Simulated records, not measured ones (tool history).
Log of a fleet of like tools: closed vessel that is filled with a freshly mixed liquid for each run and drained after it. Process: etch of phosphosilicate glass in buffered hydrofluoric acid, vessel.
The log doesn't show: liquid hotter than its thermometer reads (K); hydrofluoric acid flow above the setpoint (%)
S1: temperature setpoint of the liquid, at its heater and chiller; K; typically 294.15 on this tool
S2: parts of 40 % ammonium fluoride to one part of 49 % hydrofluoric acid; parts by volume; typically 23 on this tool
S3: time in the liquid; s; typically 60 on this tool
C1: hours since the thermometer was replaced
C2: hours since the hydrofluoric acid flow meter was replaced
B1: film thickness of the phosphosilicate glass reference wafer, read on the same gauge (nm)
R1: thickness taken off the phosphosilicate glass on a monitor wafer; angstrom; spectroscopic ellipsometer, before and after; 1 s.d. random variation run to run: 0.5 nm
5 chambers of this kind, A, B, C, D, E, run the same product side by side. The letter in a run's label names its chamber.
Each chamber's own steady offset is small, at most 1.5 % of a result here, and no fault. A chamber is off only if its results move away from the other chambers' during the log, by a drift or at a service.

{"run": "1E", "hour": 10.1, "S1": 294.15, "S2": 23, "S3": 60, "C1": 539.1, "C2": 119.2, "B1": 69.998, "R1": 719.65}
{"run": "2C", "hour": 24.7, "S1": 294.15, "S2": 23, "S3": 60, "C1": 388.1, "C2": 1176.6, "B1": 69.995, "R1": 730.89}
{"hour": 32.9, "done": "chamber A: hydrofluoric acid flow meter replaced"}
{"run": "3D", "hour": 36.9, "S1": 294.15, "S2": 23, "S3": 60, "C1": 764.9, "C2": 335.4, "B1": 70.016, "R1": 720.11}
{"run": "4B", "hour": 44.9, "S1": 294.15, "S2": 23, "S3": 60, "C1": 464.6, "C2": 718.8, "B1": 70.023, "R1": 722.79}
{"run": "5A", "hour": 52.9, "S1": 294.15, "S2": 23, "S3": 60, "C1": 841.7, "C2": 20.1, "B1": 69.988, "R1": 724.12}
{"run": "6A", "hour": 65.3, "S1": 294.15, "S2": 23, "S3": 60, "C1": 854.1, "C2": 32.5, "B1": 70.015, "R1": 719.01}
{"run": "7C", "hour": 76.4, "S1": 294.15, "S2": 23, "S3": 60, "C1": 439.8, "C2": 1228.3, "B1": 70.013, "R1": 719.56}
{"run": "8D", "hour": 89.0, "S1": 294.15, "S2": 23, "S3": 60, "C1": 817, "C2": 387.5, "B1": 70.006, "R1": 710.32}
{"run": "9E", "hour": 96.6, "S1": 294.15, "S2": 23, "S3": 60, "C1": 625.6, "C2": 205.7, "B1": 70.016, "R1": 710.27}
{"run": "10B", "hour": 107.9, "S1": 294.15, "S2": 23, "S3": 60, "C1": 527.6, "C2": 781.8, "B1": 69.989, "R1": 719.11}
{"run": "11D", "hour": 116.9, "S1": 294.15, "S2": 23, "S3": 50, "C1": 844.9, "C2": 415.4, "B1": 70.012, "R1": 596.72}
{"run": "12A", "hour": 129.9, "S1": 294.15, "S2": 23, "S3": 50, "C1": 918.7, "C2": 97.1, "B1": 69.999, "R1": 606.88}
{"run": "13B", "hour": 146.0, "S1": 294.15, "S2": 23, "S3": 50, "C1": 565.7, "C2": 819.9, "B1": 69.991, "R1": 590.09}
{"run": "14C", "hour": 158.8, "S1": 294.15, "S2": 23, "S3": 50, "C1": 522.2, "C2": 1310.7, "B1": 69.993, "R1": 603.76}
{"run": "15E", "hour": 168.5, "S1": 294.15, "S2": 23, "S3": 50, "C1": 697.5, "C2": 277.6, "B1": 69.985, "R1": 591.87}
{"run": "16B", "hour": 184.0, "S1": 294.15, "S2": 23, "S3": 60, "C1": 603.7, "C2": 857.9, "B1": 70.016, "R1": 712.3}
{"run": "17E", "hour": 194.9, "S1": 294.15, "S2": 23, "S3": 60, "C1": 723.9, "C2": 304, "B1": 70.016, "R1": 719.25}
{"run": "18C", "hour": 208.3, "S1": 294.15, "S2": 23, "S3": 60, "C1": 571.7, "C2": 1360.2, "B1": 70.017, "R1": 715.91}
{"run": "19D", "hour": 224.5, "S1": 294.15, "S2": 23, "S3": 60, "C1": 952.5, "C2": 523, "B1": 70.002, "R1": 714.34}
{"run": "20A", "hour": 232.7, "S1": 294.15, "S2": 23, "S3": 60, "C1": 1021.5, "C2": 199.9, "B1": 70.015, "R1": 738.77}
{"run": "21A", "hour": 242.9, "S1": 294.15, "S2": 23, "S3": 60, "C1": 1031.7, "C2": 210.1, "B1": 70.011, "R1": 740.71}
{"run": "22B", "hour": 259.6, "S1": 294.15, "S2": 23, "S3": 75, "C1": 679.3, "C2": 933.5, "B1": 70.021, "R1": 901.4}
{"run": "23C", "hour": 269.9, "S1": 294.15, "S2": 23, "S3": 75, "C1": 633.3, "C2": 1421.8, "B1": 69.993, "R1": 915.55}
{"run": "24E", "hour": 282.1, "S1": 294.15, "S2": 23, "S3": 75, "C1": 811.1, "C2": 391.2, "B1": 69.98, "R1": 902.08}
{"run": "25D", "hour": 297.8, "S1": 294.15, "S2": 23, "S3": 75, "C1": 1025.8, "C2": 596.3, "B1": 69.984, "R1": 909.71}
{"hour": 300.0, "done": "chamber D: hydrofluoric acid flow meter replaced"}
{"run": "26C", "hour": 308.1, "S1": 294.15, "S2": 23, "S3": 75, "C1": 671.5, "C2": 1460, "B1": 69.988, "R1": 925.71}
{"hour": 312.6, "done": "chamber E: hydrofluoric acid flow meter replaced"}
{"run": "27E", "hour": 320.0, "S1": 294.15, "S2": 23, "S3": 60, "C1": 849, "C2": 7.4, "B1": 69.988, "R1": 720.19}
{"hour": 322.4, "done": "chamber C: hydrofluoric acid flow meter replaced"}
{"run": "28A", "hour": 335.1, "S1": 294.15, "S2": 23, "S3": 60, "C1": 1123.9, "C2": 302.3, "B1": 69.998, "R1": 748}
{"run": "29D", "hour": 350.8, "S1": 294.15, "S2": 23, "S3": 60, "C1": 1078.8, "C2": 50.9, "B1": 70.002, "R1": 712.09}
{"run": "30B", "hour": 360.0, "S1": 294.15, "S2": 23, "S3": 60, "C1": 779.7, "C2": 1033.9, "B1": 69.993, "R1": 715.27}
{"run": "31B", "hour": 371.7, "S1": 294.15, "S2": 23, "S3": 60, "C1": 791.4, "C2": 1045.6, "B1": 69.991, "R1": 724.46}
{"run": "32E", "hour": 387.7, "S1": 294.15, "S2": 23, "S3": 60, "C1": 916.7, "C2": 75.1, "B1": 69.999, "R1": 709.52}
{"run": "33C", "hour": 399.6, "S1": 296.65, "S2": 30, "S3": 60, "C1": 763, "C2": 77.3, "B1": 70.002, "R1": 690.25}
{"run": "34D", "hour": 416.3, "S1": 296.65, "S2": 30, "S3": 60, "C1": 1144.3, "C2": 116.4, "B1": 70.002, "R1": 686.74}
{"run": "35A", "hour": 425.0, "S1": 296.65, "S2": 30, "S3": 60, "C1": 1213.8, "C2": 392.2, "B1": 70.016, "R1": 743.21}
{"run": "36D", "hour": 432.5, "S1": 296.65, "S2": 30, "S3": 60, "C1": 1160.5, "C2": 132.6, "B1": 69.99, "R1": 687.85}
{"run": "37B", "hour": 440.5, "S1": 296.65, "S2": 30, "S3": 60, "C1": 860.2, "C2": 1114.4, "B1": 70.012, "R1": 688.69}
{"run": "38C", "hour": 457.2, "S1": 294.15, "S2": 23, "S3": 60, "C1": 820.6, "C2": 134.9, "B1": 70.014, "R1": 724.83}
{"run": "39A", "hour": 466.7, "S1": 294.15, "S2": 23, "S3": 60, "C1": 1255.5, "C2": 433.9, "B1": 69.993, "R1": 781.02}
{"run": "40E", "hour": 481.5, "S1": 298.65, "S2": 17, "S3": 60, "C1": 1010.5, "C2": 168.9, "B1": 70.01, "R1": 1179.4}

All chambers now run identical settings, listed one chamber a line with results as question marks. What results will each chamber show?
{"run": "41A", "hour": 493.4, "S1": 294.15, "S2": 23, "S3": 45, "R1": "?"}
{"run": "41B", "hour": 493.4, "S1": 294.15, "S2": 23, "S3": 45, "R1": "?"}
{"run": "41C", "hour": 493.4, "S1": 294.15, "S2": 23, "S3": 45, "R1": "?"}
{"run": "41D", "hour": 493.4, "S1": 294.15, "S2": 23, "S3": 45, "R1": "?"}
{"run": "41E", "hour": 493.4, "S1": 294.15, "S2": 23, "S3": 45, "R1": "?"}

run=41A R1=592.77
run=41B R1=540.04
run=41C R1=548.95
run=41D R1=533.66
run=41E R1=542.01

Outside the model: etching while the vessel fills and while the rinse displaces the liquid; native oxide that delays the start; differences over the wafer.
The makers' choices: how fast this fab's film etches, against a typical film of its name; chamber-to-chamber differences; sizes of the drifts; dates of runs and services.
